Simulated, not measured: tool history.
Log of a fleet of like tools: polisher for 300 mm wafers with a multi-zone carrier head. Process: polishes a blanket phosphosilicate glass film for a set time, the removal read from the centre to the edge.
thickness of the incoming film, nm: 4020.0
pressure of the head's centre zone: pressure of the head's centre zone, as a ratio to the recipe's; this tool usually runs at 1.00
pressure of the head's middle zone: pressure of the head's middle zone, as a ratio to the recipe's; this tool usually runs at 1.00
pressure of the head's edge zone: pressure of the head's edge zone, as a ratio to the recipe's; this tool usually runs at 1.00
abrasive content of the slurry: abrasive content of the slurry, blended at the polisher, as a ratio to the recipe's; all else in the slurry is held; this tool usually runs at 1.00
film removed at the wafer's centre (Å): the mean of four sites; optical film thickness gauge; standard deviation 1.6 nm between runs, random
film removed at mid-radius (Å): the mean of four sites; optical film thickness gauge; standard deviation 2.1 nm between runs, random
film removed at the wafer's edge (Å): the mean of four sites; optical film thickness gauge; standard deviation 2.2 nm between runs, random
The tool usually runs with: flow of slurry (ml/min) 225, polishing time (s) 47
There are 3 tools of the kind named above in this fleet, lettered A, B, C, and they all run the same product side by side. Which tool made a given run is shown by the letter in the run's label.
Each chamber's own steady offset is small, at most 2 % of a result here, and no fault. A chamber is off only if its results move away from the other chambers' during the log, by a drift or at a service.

| run | day | flow of slurry (ml/min) | pressure of the head's centre zone | pressure of the head's middle zone | pressure of the head's edge zone | abrasive content of the slurry | polishing time (s) | wafers polished on this pad | hours since the slurry nozzle was cleaned | hours since the centre zone pressure was calibrated | hours since the edge zone pressure was calibrated | film removed at the wafer's centre (Å) | film removed at mid-radius (Å) | film removed at the wafer's edge (Å) |
|---|---|---|---|---|---|---|---|---|---|---|---|---|---|---|
| 1C | 0.338 | 225 | 1.00 | 1.00 | 1.00 | 1.00 | 47 | 916 | 298.4 | 71.2 | 384.8 | 1812.5 | 1842.9 | 1832.9 |
| 2B | 0.538 | 225 | 1.00 | 1.00 | 1.00 | 1.00 | 47 | 1213 | 393.5 | 895.7 | 366.1 | 1866.5 | 1853.0 | 1840.8 |
|  | 0.612 | chamber B: worn pad replaced by a new one |
| 3A | 0.708 | 225 | 1.00 | 1.00 | 1.00 | 1.00 | 47 | 577 | 149.5 | 899.5 | 539.2 | 1827.4 | 1871.0 | 1844.9 |
| 4B | 0.862 | 225 | 1.00 | 1.00 | 1.00 | 1.00 | 47 | 43 | 401.3 | 903.5 | 373.9 | 1868.7 | 1874.3 | 1847.9 |
| 5A | 1.183 | 225 | 1.00 | 1.00 | 1.00 | 1.00 | 47 | 659 | 160.9 | 910.9 | 550.6 | 1857.0 | 1825.9 | 1844.8 |
| 6C | 1.371 | 225 | 1.05 | 1.00 | 1.00 | 0.85 | 47 | 1095 | 323.2 | 96.0 | 409.6 | 1784.4 | 1684.7 | 1705.3 |
| 7B | 1.671 | 225 | 1.05 | 1.00 | 1.00 | 0.85 | 47 | 183 | 420.7 | 922.9 | 393.3 | 1842.5 | 1701.8 | 1721.1 |
|  | 1.721 | chamber C: worn pad replaced by a new one |
|  | 1.817 | chamber B: slurry nozzle cleaned |
| 8A | 1.917 | 225 | 1.05 | 1.00 | 1.00 | 0.85 | 47 | 786 | 178.5 | 928.5 | 568.2 | 1783.2 | 1728.3 | 1731.2 |
| 9C | 2.196 | 225 | 1.00 | 1.00 | 1.00 | 1.00 | 47 | 82 | 343.0 | 115.8 | 429.4 | 1841.5 | 1850.0 | 1848.7 |
| 10B | 2.454 | 225 | 1.00 | 1.00 | 1.00 | 1.00 | 47 | 318 | 15.3 | 941.7 | 412.1 | 1860.9 | 1876.1 | 1832.4 |
| 11C | 2.700 | 225 | 1.00 | 1.00 | 1.00 | 1.00 | 47 | 169 | 355.1 | 127.9 | 441.5 | 1838.1 | 1821.9 | 1827.3 |
|  | 2.875 | chamber B: centre zone pressure recalibrated |
| 12A | 2.967 | 225 | 1.00 | 1.00 | 1.00 | 1.00 | 47 | 967 | 203.7 | 953.7 | 593.4 | 1835.5 | 1812.8 | 1851.3 |
| 13B | 3.254 | 225 | 1.00 | 1.00 | 1.00 | 1.10 | 47 | 456 | 34.5 | 9.1 | 431.3 | 1737.3 | 1956.0 | 1937.3 |
| 14A | 3.496 | 225 | 1.00 | 1.00 | 1.00 | 1.10 | 47 | 1059 | 216.4 | 966.4 | 606.1 | 1903.1 | 1931.8 | 1946.3 |
|  | 3.575 | chamber A: worn pad replaced by a new one |
| 15C | 3.817 | 225 | 1.00 | 1.00 | 1.00 | 1.10 | 47 | 362 | 381.9 | 154.7 | 468.3 | 1891.0 | 1900.9 | 1923.2 |
| 16A | 4.058 | 225 | 1.00 | 1.00 | 1.00 | 1.00 | 61 | 83 | 229.9 | 979.9 | 619.6 | 2401.2 | 2401.4 | 2440.8 |
| 17B | 4.412 | 225 | 1.00 | 1.00 | 1.00 | 1.00 | 61 | 657 | 62.3 | 36.9 | 459.1 | 2170.0 | 2344.5 | 2395.6 |
| 18C | 4.621 | 225 | 1.00 | 1.00 | 1.00 | 1.00 | 61 | 501 | 401.2 | 174.0 | 487.6 | 2339.3 | 2377.6 | 2387.9 |
| 19C | 4.883 | 225 | 1.00 | 1.00 | 1.00 | 1.00 | 47 | 546 | 407.5 | 180.3 | 493.9 | 1831.3 | 1834.3 | 1824.1 |
| 20A | 5.179 | 225 | 1.00 | 1.00 | 0.93 | 1.00 | 47 | 277 | 256.8 | 1006.8 | 646.5 | 1850.8 | 1864.4 | 1748.6 |
| 21B | 5.333 | 225 | 1.00 | 1.00 | 0.93 | 1.00 | 47 | 816 | 84.4 | 59.0 | 481.2 | 1655.4 | 1851.3 | 1768.7 |
| 22A | 5.638 | 225 | 1.00 | 1.00 | 0.93 | 1.00 | 47 | 356 | 267.8 | 1017.8 | 657.5 | 1819.2 | 1867.2 | 1782.6 |
| 23C | 5.838 | 250 | 1.00 | 1.00 | 0.94 | 1.00 | 47 | 711 | 430.4 | 203.2 | 516.8 | 1833.6 | 1876.7 | 1779.6 |
| 24B | 6.062 | 250 | 1.00 | 1.00 | 0.94 | 1.00 | 47 | 942 | 101.9 | 76.5 | 498.7 | 1696.6 | 1863.4 | 1818.4 |
| 25B | 6.396 | 250 | 1.00 | 1.00 | 0.94 | 1.00 | 47 | 999 | 109.9 | 84.5 | 506.7 | 1703.9 | 1887.6 | 1778.0 |
| 26A | 6.588 | 225 | 1.00 | 0.96 | 1.00 | 1.00 | 47 | 520 | 290.6 | 1040.6 | 680.3 | 1826.2 | 1745.5 | 1847.9 |
| 27C | 6.867 | 225 | 1.00 | 0.96 | 1.00 | 1.00 | 47 | 889 | 455.1 | 227.9 | 541.5 | 1821.5 | 1767.2 | 1811.3 |

One chamber off, gauge drift, or nothing amiss beyond the chambers' own small offsets? If it is a chamber, which one, and what is the likeliest cause?

Chamber B has stood off from the others ever since a service on it.
What lies behind it: centre zone's pressure below its setpoint, % = 9.47.

Which of the 4 candidates below, each the usual settings with something changed and its results left as question marks, puts chamber B back in line with what the other chambers give on the usual settings?
Maximum distance from the other chambers' mean on the usual settings for a result to count as in line: film removed at the wafer's centre (Å) 56.0; film removed at mid-radius (Å) 75.0; film removed at the wafer's edge (Å) 75.0
| 28B-1 | 7.117 | 225 | 1.03 | 1.00 | 0.99 | 1.00 | 47 |  |  |  |  | ? | ? | ? |
| 28B-2 | 7.117 | 225 | 0.97 | 1.00 | 1.01 | 1.00 | 47 |  |  |  |  | ? | ? | ? |
| 28B-3 | 7.117 | 230 | 1.07 | 0.99 | 0.97 | 1.00 | 48 |  |  |  |  | ? | ? | ? |
| 28B-4 | 7.117 | 220 | 0.93 | 1.01 | 1.02 | 1.00 | 47 |  |  |  |  | ? | ? | ? |

On the usual settings, the other chambers give on average: film removed at the wafer's centre (Å) 1829.9; film removed at mid-radius (Å) 1856.0; film removed at the wafer's edge (Å) 1848.5
| run | film removed at the wafer's centre (Å) | film removed at mid-radius (Å) | film removed at the wafer's edge (Å) |
|---|---|---|---|
| 28B-1 | 1725.7 | 1844.8 | 1845.3 |
| 28B-2 | 1613.8 | 1845.3 | 1864.8 |
| 28B-3 | 1844.1 | 1871.5 | 1868.7 |
| 28B-4 | 1534.4 | 1857.3 | 1870.3 |
Change 28B-3 lands the chamber within the allowed miss of the other chambers.
